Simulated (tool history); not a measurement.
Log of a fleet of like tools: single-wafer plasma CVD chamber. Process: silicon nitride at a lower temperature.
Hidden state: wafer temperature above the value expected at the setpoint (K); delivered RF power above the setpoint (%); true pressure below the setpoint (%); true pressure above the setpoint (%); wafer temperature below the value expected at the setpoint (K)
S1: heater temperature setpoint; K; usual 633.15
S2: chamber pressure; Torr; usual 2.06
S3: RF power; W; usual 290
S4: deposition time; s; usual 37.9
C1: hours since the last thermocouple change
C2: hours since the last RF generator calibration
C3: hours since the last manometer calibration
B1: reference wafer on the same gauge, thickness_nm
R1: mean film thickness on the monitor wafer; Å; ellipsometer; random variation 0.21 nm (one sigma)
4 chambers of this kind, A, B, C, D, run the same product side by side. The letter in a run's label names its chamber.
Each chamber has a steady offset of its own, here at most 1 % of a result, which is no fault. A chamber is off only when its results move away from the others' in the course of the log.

run 1A hour=16.6 | S1=633.15 S2=2.06 S3=290 S4=37.9 | C1=1171.4 C2=1032.1 C3=650.8 | B1=38.104 | R1=457.94
run 2B hour=26.1 | S1=633.15 S2=2.06 S3=290 S4=37.9 | C1=559 C2=1159.5 C3=1026.4 | B1=38.083 | R1=462.91
run 3C hour=38 | S1=633.15 S2=2.06 S3=290 S4=37.9 | C1=231.6 C2=1536.7 C3=1549.9 | B1=38.11 | R1=462.28
run 4D hour=48.9 | S1=633.15 S2=2.06 S3=290 S4=37.9 | C1=1372.7 C2=635.6 C3=1034.5 | B1=38.071 | R1=462.95
run 5B hour=60.6 | S1=633.15 S2=2.06 S3=290 S4=37.9 | C1=593.5 C2=1194 C3=1060.9 | B1=38.051 | R1=462.29
run 6C hour=76.3 | S1=633.15 S2=2.06 S3=290 S4=37.9 | C1=269.9 C2=1575 C3=1588.2 | B1=38.088 | R1=463.34
run 7A hour=88.9 | S1=633.15 S2=2.06 S3=290 S4=37.9 | C1=1243.7 C2=1104.4 C3=723.1 | B1=38.146 | R1=458.85
run 8D hour=103.9 | S1=642.15 S2=2.06 S3=290 S4=37.9 | C1=1427.7 C2=690.6 C3=1089.5 | B1=38.129 | R1=459.45
run 9A hour=119 | S1=642.15 S2=2.06 S3=290 S4=37.9 | C1=1273.8 C2=1134.5 C3=753.2 | B1=38.119 | R1=455.92
run 10D hour=130.4 | S1=642.15 S2=2.06 S3=290 S4=37.9 | C1=1454.2 C2=717.1 C3=1116 | B1=38.113 | R1=460.44
run 11C hour=142.6 | S1=642.15 S2=2.06 S3=290 S4=37.9 | C1=336.2 C2=1641.3 C3=1654.5 | B1=38.078 | R1=463.28
run 12B hour=150.8 | S1=633.15 S2=2.06 S3=290 S4=37.9 | C1=683.7 C2=1284.2 C3=1151.1 | B1=38.107 | R1=459.58
run 13A hour=164.9 | S1=633.15 S2=2.06 S3=290 S4=37.9 | C1=1319.7 C2=1180.4 C3=799.1 | B1=38.119 | R1=462.33
run 14D hour=178.2 | S1=633.15 S2=2.06 S3=290 S4=37.9 | C1=1502 C2=764.9 C3=1163.8 | B1=38.102 | R1=463.3
run 15B hour=186.6 | S1=633.15 S2=2.06 S3=290 S4=37.9 | C1=719.5 C2=1320 C3=1186.9 | B1=38.145 | R1=462.26
run 16C hour=194.2 | S1=633.15 S2=2.06 S3=290 S4=37.9 | C1=387.8 C2=1692.9 C3=1706.1 | B1=38.102 | R1=460.86
run 17B hour=208.5 | S1=633.15 S2=2.06 S3=290 S4=37.9 | C1=741.4 C2=1341.9 C3=1208.8 | B1=38.106 | R1=462.11
run 18D hour=221.3 | S1=633.15 S2=2.06 S3=290 S4=37.9 | C1=1545.1 C2=808 C3=1206.9 | B1=38.109 | R1=464.18
run 19A hour=236 | S1=633.15 S2=2.06 S3=290 S4=37.9 | C1=1390.8 C2=1251.5 C3=870.2 | B1=38.083 | R1=459.84
run 20C hour=248.2 | S1=628.15 S2=2.06 S3=290 S4=37.9 | C1=441.8 C2=1746.9 C3=1760.1 | B1=38.158 | R1=465.43
run 21A hour=256.8 | S1=628.15 S2=2.06 S3=290 S4=37.9 | C1=1411.6 C2=1272.3 C3=891 | B1=38.135 | R1=460.44
run 22B hour=268 | S1=628.15 S2=2.06 S3=290 S4=37.9 | C1=800.9 C2=1401.4 C3=1268.3 | B1=38.121 | R1=465.17
run 23D hour=275.5 | S1=628.15 S2=2.06 S3=290 S4=37.9 | C1=1599.3 C2=862.2 C3=1261.1 | B1=38.081 | R1=465.95
run 24C hour=285.7 | S1=633.15 S2=2.06 S3=290 S4=37.9 | C1=479.3 C2=1784.4 C3=1797.6 | B1=38.12 | R1=460.32
run 25D hour=294.4 | S1=633.15 S2=2.06 S3=290 S4=33.6 | C1=1618.2 C2=881.1 C3=1280 | B1=38.092 | R1=411.74
run 26B hour=302.3 | S1=633.15 S2=2.06 S3=290 S4=33.6 | C1=835.2 C2=1435.7 C3=1302.6 | B1=38.071 | R1=406.97
run 27A hour=311.5 | S1=633.15 S2=2.06 S3=290 S4=33.6 | C1=1466.3 C2=1327 C3=945.7 | B1=38.088 | R1=409.99
run 28C hour=325.1 | S1=633.15 S2=2.06 S3=290 S4=33.6 | C1=518.7 C2=1823.8 C3=1837 | B1=38.091 | R1=409.82
run 29D hour=332.4 | S1=633.15 S2=2.06 S3=290 S4=37.9 | C1=1656.2 C2=919.1 C3=1318 | B1=38.094 | R1=465.5
run 30C hour=346.2 | S1=633.15 S2=2.06 S3=290 S4=37.9 | C1=539.8 C2=1844.9 C3=1858.1 | B1=38.065 | R1=462.65
run 31B hour=361.7 | S1=633.15 S2=2.06 S3=290 S4=37.9 | C1=894.6 C2=1495.1 C3=1362 | B1=38.091 | R1=460.21
run 32A hour=377 | S1=633.15 S2=2.06 S3=290 S4=37.9 | C1=1531.8 C2=1392.5 C3=1011.2 | B1=38.127 | R1=461.7
run 33A hour=384.2 | S1=633.15 S2=2.06 S3=290 S4=37.9 | C1=1539 C2=1399.7 C3=1018.4 | B1=38.053 | R1=460.66

What goes on in this fleet: one chamber off, a drifting gauge, or nothing beyond the chambers' own small offsets? Name the chamber and the cause, if any.

No chamber stands off beyond its own small offset, and the gauge holds steady.
